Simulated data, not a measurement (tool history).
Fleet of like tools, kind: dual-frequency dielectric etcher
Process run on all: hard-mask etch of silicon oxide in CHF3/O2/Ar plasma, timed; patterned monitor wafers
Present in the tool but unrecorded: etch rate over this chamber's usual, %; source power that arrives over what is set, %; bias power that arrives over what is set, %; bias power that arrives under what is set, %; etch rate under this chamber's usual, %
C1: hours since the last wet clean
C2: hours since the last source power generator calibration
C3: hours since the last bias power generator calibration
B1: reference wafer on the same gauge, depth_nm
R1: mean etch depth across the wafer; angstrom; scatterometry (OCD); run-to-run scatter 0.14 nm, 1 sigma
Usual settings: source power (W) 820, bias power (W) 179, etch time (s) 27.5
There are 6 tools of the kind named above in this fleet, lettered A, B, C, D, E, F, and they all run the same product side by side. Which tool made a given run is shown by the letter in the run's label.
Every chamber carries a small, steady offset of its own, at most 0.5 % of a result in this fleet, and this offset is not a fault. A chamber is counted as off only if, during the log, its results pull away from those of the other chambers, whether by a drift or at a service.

{"hour": 3.4, "done": "chamber E: wet clean of the chamber"}
{"run": "1B", "hour": 8.6, "source power (W)": 820, "bias power (W)": 179, "etch time (s)": 27.5, "C1": 267.2, "C2": 4234.8, "C3": 2130.5, "B1": 51.992, "R1": 612.02}
{"run": "2D", "hour": 17.1, "source power (W)": 820, "bias power (W)": 179, "etch time (s)": 27.5, "C1": 210.6, "C2": 3550.1, "C3": 1497.5, "B1": 52.018, "R1": 610.07}
{"run": "3A", "hour": 27.8, "source power (W)": 820, "bias power (W)": 179, "etch time (s)": 27.5, "C1": 367.9, "C2": 1787.1, "C3": 681.1, "B1": 52.012, "R1": 614.14}
{"run": "4E", "hour": 36.9, "source power (W)": 820, "bias power (W)": 179, "etch time (s)": 27.5, "C1": 33.5, "C2": 716.9, "C3": 1217.8, "B1": 51.994, "R1": 612.77}
{"run": "5C", "hour": 47.7, "source power (W)": 820, "bias power (W)": 179, "etch time (s)": 27.5, "C1": 462.6, "C2": 477.0, "C3": 1714.0, "B1": 51.974, "R1": 609.06}
{"run": "6F", "hour": 56.9, "source power (W)": 820, "bias power (W)": 179, "etch time (s)": 22.0, "C1": 338.0, "C2": 2291.8, "C3": 1995.7, "B1": 51.997, "R1": 487.8}
{"run": "7D", "hour": 66.2, "source power (W)": 820, "bias power (W)": 179, "etch time (s)": 22.0, "C1": 259.7, "C2": 3599.2, "C3": 1546.6, "B1": 51.995, "R1": 488.38}
{"run": "8F", "hour": 75.4, "source power (W)": 820, "bias power (W)": 179, "etch time (s)": 22.0, "C1": 356.5, "C2": 2310.3, "C3": 2014.2, "B1": 51.99, "R1": 487.59}
{"run": "9E", "hour": 86.6, "source power (W)": 820, "bias power (W)": 179, "etch time (s)": 22.0, "C1": 83.2, "C2": 766.6, "C3": 1267.5, "B1": 51.989, "R1": 491.59}
{"run": "10B", "hour": 98.1, "source power (W)": 820, "bias power (W)": 179, "etch time (s)": 22.0, "C1": 356.7, "C2": 4324.3, "C3": 2220.0, "B1": 52.02, "R1": 487.76}
{"run": "11C", "hour": 105.2, "source power (W)": 820, "bias power (W)": 179, "etch time (s)": 22.0, "C1": 520.1, "C2": 534.5, "C3": 1771.5, "B1": 52.019, "R1": 487.93}
{"run": "12A", "hour": 113.7, "source power (W)": 820, "bias power (W)": 179, "etch time (s)": 27.5, "C1": 453.8, "C2": 1873.0, "C3": 767.0, "B1": 51.991, "R1": 615.7}
{"run": "13F", "hour": 125.5, "source power (W)": 820, "bias power (W)": 179, "etch time (s)": 27.5, "C1": 406.6, "C2": 2360.4, "C3": 2064.3, "B1": 51.982, "R1": 613.92}
{"hour": 134.4, "done": "chamber C: wet clean of the chamber"}
{"run": "14B", "hour": 138.5, "source power (W)": 820, "bias power (W)": 179, "etch time (s)": 27.5, "C1": 397.1, "C2": 4364.7, "C3": 2260.4, "B1": 52.022, "R1": 606.71}
{"run": "15C", "hour": 145.7, "source power (W)": 820, "bias power (W)": 179, "etch time (s)": 27.5, "C1": 11.3, "C2": 575.0, "C3": 1812.0, "B1": 51.996, "R1": 611.37}
{"hour": 148.1, "done": "chamber A: wet clean of the chamber"}
{"hour": 152.1, "done": "chamber D: wet clean of the chamber"}
{"run": "16D", "hour": 156.9, "source power (W)": 820, "bias power (W)": 179, "etch time (s)": 27.5, "C1": 4.8, "C2": 3689.9, "C3": 1637.3, "B1": 51.967, "R1": 611.83}
{"run": "17E", "hour": 164.5, "source power (W)": 820, "bias power (W)": 179, "etch time (s)": 27.5, "C1": 161.1, "C2": 844.5, "C3": 1345.4, "B1": 52.017, "R1": 613.13}
{"hour": 167.6, "done": "chamber B: wet clean of the chamber"}
{"run": "18A", "hour": 176.5, "source power (W)": 820, "bias power (W)": 179, "etch time (s)": 27.5, "C1": 28.5, "C2": 1935.8, "C3": 829.8, "B1": 51.985, "R1": 613.87}
{"run": "19B", "hour": 186.8, "source power (W)": 820, "bias power (W)": 179, "etch time (s)": 27.5, "C1": 19.2, "C2": 4413.0, "C3": 2308.7, "B1": 51.987, "R1": 606.93}
{"run": "20F", "hour": 194.9, "source power (W)": 820, "bias power (W)": 211, "etch time (s)": 24.0, "C1": 476.0, "C2": 2429.8, "C3": 2133.7, "B1": 52.0, "R1": 564.39}
{"run": "21D", "hour": 201.5, "source power (W)": 820, "bias power (W)": 211, "etch time (s)": 24.0, "C1": 49.4, "C2": 3734.5, "C3": 1681.9, "B1": 51.984, "R1": 562.63}
{"hour": 206.8, "done": "chamber A: source power generator calibrated"}
{"run": "22E", "hour": 214.9, "source power (W)": 820, "bias power (W)": 211, "etch time (s)": 24.0, "C1": 211.5, "C2": 894.9, "C3": 1395.8, "B1": 51.963, "R1": 565.28}
{"run": "23C", "hour": 228.3, "source power (W)": 820, "bias power (W)": 211, "etch time (s)": 24.0, "C1": 93.9, "C2": 657.6, "C3": 1894.6, "B1": 52.011, "R1": 564.1}
{"run": "24A", "hour": 241.4, "source power (W)": 820, "bias power (W)": 211, "etch time (s)": 24.0, "C1": 93.4, "C2": 34.6, "C3": 894.7, "B1": 52.015, "R1": 567.34}
{"run": "25F", "hour": 249.7, "source power (W)": 820, "bias power (W)": 211, "etch time (s)": 24.0, "C1": 530.8, "C2": 2484.6, "C3": 2188.5, "B1": 51.977, "R1": 564.12}
{"run": "26C", "hour": 260.7, "source power (W)": 820, "bias power (W)": 179, "etch time (s)": 27.5, "C1": 126.3, "C2": 690.0, "C3": 1927.0, "B1": 51.975, "R1": 611.31}
{"run": "27B", "hour": 270.2, "source power (W)": 820, "bias power (W)": 179, "etch time (s)": 27.5, "C1": 102.6, "C2": 4496.4, "C3": 2392.1, "B1": 51.992, "R1": 606.38}
{"hour": 272.6, "done": "chamber B: source power generator calibrated"}
{"hour": 281.0, "done": "chamber F: wet clean of the chamber"}
{"run": "28D", "hour": 281.2, "source power (W)": 820, "bias power (W)": 179, "etch time (s)": 27.5, "C1": 129.1, "C2": 3814.2, "C3": 1761.6, "B1": 52.0, "R1": 615.11}
{"run": "29A", "hour": 288.8, "source power (W)": 820, "bias power (W)": 179, "etch time (s)": 27.5, "C1": 140.8, "C2": 82.0, "C3": 942.1, "B1": 51.989, "R1": 614.2}
{"run": "30E", "hour": 297.1, "source power (W)": 820, "bias power (W)": 179, "etch time (s)": 27.5, "C1": 293.7, "C2": 977.1, "C3": 1478.0, "B1": 52.01, "R1": 616.29}
{"run": "31A", "hour": 306.5, "source power (W)": 820, "bias power (W)": 179, "etch time (s)": 27.5, "C1": 158.5, "C2": 99.7, "C3": 959.8, "B1": 52.013, "R1": 610.34}
{"hour": 306.6, "done": "chamber D: source power generator calibrated"}
{"run": "32B", "hour": 313.2, "source power (W)": 820, "bias power (W)": 179, "etch time (s)": 27.5, "C1": 145.6, "C2": 40.7, "C3": 2435.1, "B1": 51.978, "R1": 608.36}
{"run": "33D", "hour": 319.9, "source power (W)": 820, "bias power (W)": 179, "etch time (s)": 27.5, "C1": 167.8, "C2": 13.4, "C3": 1800.3, "B1": 51.987, "R1": 611.46}
{"run": "34C", "hour": 332.0, "source power (W)": 820, "bias power (W)": 179, "etch time (s)": 27.5, "C1": 197.6, "C2": 761.3, "C3": 1998.3, "B1": 51.993, "R1": 609.13}
{"run": "35E", "hour": 344.6, "source power (W)": 820, "bias power (W)": 179, "etch time (s)": 27.5, "C1": 341.2, "C2": 1024.6, "C3": 1525.5, "B1": 52.024, "R1": 612.78}
{"run": "36F", "hour": 353.2, "source power (W)": 820, "bias power (W)": 179, "etch time (s)": 27.5, "C1": 72.3, "C2": 2588.1, "C3": 2292.0, "B1": 51.996, "R1": 615.61}
{"hour": 362.9, "done": "chamber E: wet clean of the chamber"}
{"run": "37A", "hour": 365.9, "source power (W)": 820, "bias power (W)": 179, "etch time (s)": 27.5, "C1": 217.9, "C2": 159.1, "C3": 1019.2, "B1": 52.018, "R1": 614.76}
{"run": "38F", "hour": 375.9, "source power (W)": 820, "bias power (W)": 179, "etch time (s)": 27.5, "C1": 95.0, "C2": 2610.8, "C3": 2314.7, "B1": 52.016, "R1": 612.03}
{"run": "39C", "hour": 383.1, "source power (W)": 820, "bias power (W)": 179, "etch time (s)": 27.5, "C1": 248.7, "C2": 812.4, "C3": 2049.4, "B1": 51.989, "R1": 610.12}
{"run": "40D", "hour": 396.3, "source power (W)": 820, "bias power (W)": 179, "etch time (s)": 21.5, "C1": 244.2, "C2": 89.8, "C3": 1876.7, "B1": 52.022, "R1": 479.87}
{"run": "41E", "hour": 405.6, "source power (W)": 820, "bias power (W)": 179, "etch time (s)": 21.5, "C1": 42.7, "C2": 1085.6, "C3": 1586.5, "B1": 52.007, "R1": 482.09}

For the next run the whole fleet of 6 chambers uses the same settings. Give each chamber's results:
{"run": "42A", "hour": 415.2, "source power (W)": 820, "bias power (W)": 139, "etch time (s)": 27.5, "R1": "?"}
{"run": "42B", "hour": 415.2, "source power (W)": 820, "bias power (W)": 139, "etch time (s)": 27.5, "R1": "?"}
{"run": "42C", "hour": 415.2, "source power (W)": 820, "bias power (W)": 139, "etch time (s)": 27.5, "R1": "?"}
{"run": "42D", "hour": 415.2, "source power (W)": 820, "bias power (W)": 139, "etch time (s)": 27.5, "R1": "?"}
{"run": "42E", "hour": 415.2, "source power (W)": 820, "bias power (W)": 139, "etch time (s)": 27.5, "R1": "?"}
{"run": "42F", "hour": 415.2, "source power (W)": 820, "bias power (W)": 139, "etch time (s)": 27.5, "R1": "?"}

run=42A R1=564.99
run=42B R1=556.44
run=42C R1=563.75
run=42D R1=566.62
run=42E R1=564.13
run=42F R1=562.96
